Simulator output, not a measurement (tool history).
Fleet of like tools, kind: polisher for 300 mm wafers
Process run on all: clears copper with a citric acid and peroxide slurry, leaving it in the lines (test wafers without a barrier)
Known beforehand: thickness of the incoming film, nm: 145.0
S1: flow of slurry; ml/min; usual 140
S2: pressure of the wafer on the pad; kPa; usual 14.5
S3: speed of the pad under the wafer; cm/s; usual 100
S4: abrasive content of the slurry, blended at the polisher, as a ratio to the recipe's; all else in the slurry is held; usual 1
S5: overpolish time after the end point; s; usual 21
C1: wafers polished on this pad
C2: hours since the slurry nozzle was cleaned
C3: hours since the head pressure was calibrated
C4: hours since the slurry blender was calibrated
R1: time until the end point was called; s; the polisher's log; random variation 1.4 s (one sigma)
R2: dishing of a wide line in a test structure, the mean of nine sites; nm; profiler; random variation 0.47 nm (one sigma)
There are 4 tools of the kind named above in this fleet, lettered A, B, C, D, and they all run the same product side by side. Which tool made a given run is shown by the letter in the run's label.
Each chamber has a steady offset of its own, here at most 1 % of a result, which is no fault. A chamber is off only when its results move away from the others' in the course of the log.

At hour 0.9: chamber A: worn pad replaced by a new one.
At hour 7.3: chamber B: slurry blender recalibrated.
Run 1B, hour 16: usual settings; C1 752; C2 615.5; C3 174.3; C4 8.8. Result: R1 77.824 s, R2 23.67 nm.
Run 2C, hour 32.3: usual settings; C1 387; C2 623.4; C3 224.9; C4 105.9. Result: R1 79.209 s, R2 23.493 nm.
Run 3D, hour 44: usual settings; C1 725; C2 227.4; C3 774.7; C4 93.1. Result: R1 77.506 s, R2 23.895 nm.
Run 4A, hour 51.5: usual settings; C1 414; C2 392.7; C3 413.5; C4 170.8. Result: R1 75.978 s, R2 23.474 nm.
At hour 56.8: chamber D: worn pad replaced by a new one.
Run 5C, hour 60.7: usual settings but S1 115 ml/min, S4 0.8; C1 620; C2 651.8; C3 253.3; C4 134.3. Result: R1 86.647 s, R2 21.795 nm.
At hour 68.9: chamber B: worn pad replaced by a new one.
At hour 70.8: chamber D: slurry blender recalibrated.
Run 6A, hour 77.4: usual settings but S1 115 ml/min, S4 0.8; C1 626; C2 418.6; C3 439.4; C4 196.7. Result: R1 83.394 s, R2 22.501 nm.
Run 7D, hour 90.6: usual settings but S1 115 ml/min, S4 0.8; C1 277; C2 274; C3 821.3; C4 19.9. Result: R1 82.761 s, R2 22.135 nm.
Run 8B, hour 102.8: usual settings but S1 115 ml/min, S4 0.8; C1 277; C2 702.3; C3 261.1; C4 95.6. Result: R1 83.724 s, R2 22.289 nm.
At hour 102.9: chamber B: slurry nozzle cleaned.
Run 9C, hour 115.8: usual settings; C1 1070; C2 706.9; C3 308.4; C4 189.4. Result: R1 78.12 s, R2 22.957 nm.
Run 10B, hour 132.6: usual settings; C1 521; C2 29.8; C3 290.9; C4 125.4. Result: R1 79.816 s, R2 23.435 nm.
At hour 142.7: chamber C: worn pad replaced by a new one.
Run 11D, hour 148.3: usual settings but S3 78 cm/s; C1 748; C2 331.7; C3 879; C4 77.6. Result: R1 98.654 s, R2 19.823 nm.
At hour 149.2: chamber D: worn pad replaced by a new one.
Run 12A, hour 155.6: usual settings but S3 78 cm/s; C1 1265; C2 496.8; C3 517.6; C4 274.9. Result: R1 96.317 s, R2 19.847 nm.
At hour 157.6: chamber A: worn pad replaced by a new one.
Run 13C, hour 163.2: usual settings but S3 78 cm/s; C1 167; C2 754.3; C3 355.8; C4 236.8. Result: R1 102.18 s, R2 19.418 nm.
Run 14B, hour 173.3: usual settings but S3 78 cm/s; C1 854; C2 70.5; C3 331.6; C4 166.1. Result: R1 98.637 s, R2 19.728 nm.
At hour 188.9: chamber A: slurry blender recalibrated.
Run 15D, hour 189.1: usual settings; C1 326; C2 372.5; C3 919.8; C4 118.4. Result: R1 77.152 s, R2 23.618 nm.
At hour 189.5: chamber D: slurry blender recalibrated.
Run 16A, hour 202.9: usual settings; C1 370; C2 544.1; C3 564.9; C4 14. Result: R1 78.291 s, R2 23.878 nm.
Run 17A, hour 212.6: usual settings; C1 450; C2 553.8; C3 574.6; C4 23.7. Result: R1 75.539 s, R2 23.801 nm.
At hour 219.7: chamber B: worn pad replaced by a new one.
At hour 224.8: chamber B: slurry blender recalibrated.
At hour 227.9: chamber A: head pressure recalibrated.
Run 18B, hour 229: usual settings; C1 76; C2 126.2; C3 387.3; C4 4.3. Result: R1 79.515 s, R2 23.993 nm.
Run 19D, hour 243.6: usual settings; C1 772; C2 427; C3 974.3; C4 54.2. Result: R1 79.242 s, R2 23.397 nm.
Run 20C, hour 254.3: usual settings; C1 912; C2 845.4; C3 446.9; C4 327.9. Result: R1 75.538 s, R2 24.144 nm.
At hour 261.7: chamber C: slurry nozzle cleaned.
At hour 261.7: chamber C: head pressure recalibrated.
Run 21B, hour 267: usual settings; C1 386; C2 164.2; C3 425.3; C4 42.3. Result: R1 77.84 s, R2 24.072 nm.
At hour 268.9: chamber D: worn pad replaced by a new one.
Run 22D, hour 274.2: usual settings; C1 43; C2 457.6; C3 1004.9; C4 84.8. Result: R1 77.617 s, R2 23.724 nm.
At hour 285.6: chamber A: worn pad replaced by a new one.
Run 23C, hour 290.4: usual settings; C1 1208; C2 28.7; C3 28.8; C4 364. Result: R1 77.76 s, R2 24.025 nm.
At hour 300.7: chamber C: slurry blender recalibrated.
Run 24A, hour 306.4: usual settings; C1 170; C2 647.6; C3 78.5; C4 117.5. Result: R1 75.115 s, R2 23.077 nm.
At hour 317.3: chamber C: worn pad replaced by a new one.
Run 25A, hour 322.1: usual settings; C1 298; C2 663.3; C3 94.2; C4 133.2. Result: R1 77.358 s, R2 23.93 nm.
At hour 322.8: chamber D: slurry blender recalibrated.
Run 26B, hour 331.4: usual settings; C1 913; C2 228.6; C3 489.7; C4 106.7. Result: R1 79.499 s, R2 23.403 nm.
Run 27D, hour 340.8: usual settings; C1 588; C2 524.2; C3 1071.5; C4 18.1. Result: R1 76.99 s, R2 24.701 nm.
At hour 356.1: chamber B: worn pad replaced by a new one.
Run 28C, hour 356.7: usual settings; C1 322; C2 95; C3 95.1; C4 56.1. Result: R1 75.465 s, R2 23.797 nm.
Run 29D, hour 367.2: usual settings but S5 17 s; C1 804; C2 550.6; C3 1097.9; C4 44.5. Result: R1 79.826 s, R2 20.433 nm.
Run 30C, hour 375.2: usual settings but S5 17 s; C1 474; C2 113.5; C3 113.6; C4 74.6. Result: R1 76.269 s, R2 20.161 nm.
Run 31B, hour 385.2: usual settings but S5 17 s; C1 238; C2 282.4; C3 543.5; C4 160.5. Result: R1 77.225 s, R2 20.744 nm.

All chambers now run identical settings, listed one chamber a line with results as question marks. What results will each chamber show?
Run 32A, hour 397.2: usual settings but S4 1.2. Result: R1 ?, R2 ?.
Run 32B, hour 397.2: usual settings but S4 1.2. Result: R1 ?, R2 ?.
Run 32C, hour 397.2: usual settings but S4 1.2. Result: R1 ?, R2 ?.
Run 32D, hour 397.2: usual settings but S4 1.2. Result: R1 ?, R2 ?.

run      R1      R2
32A  74.978  24.083
32B  75.517  24.484
32C  74.726  24.619
32D  77.205   24.34
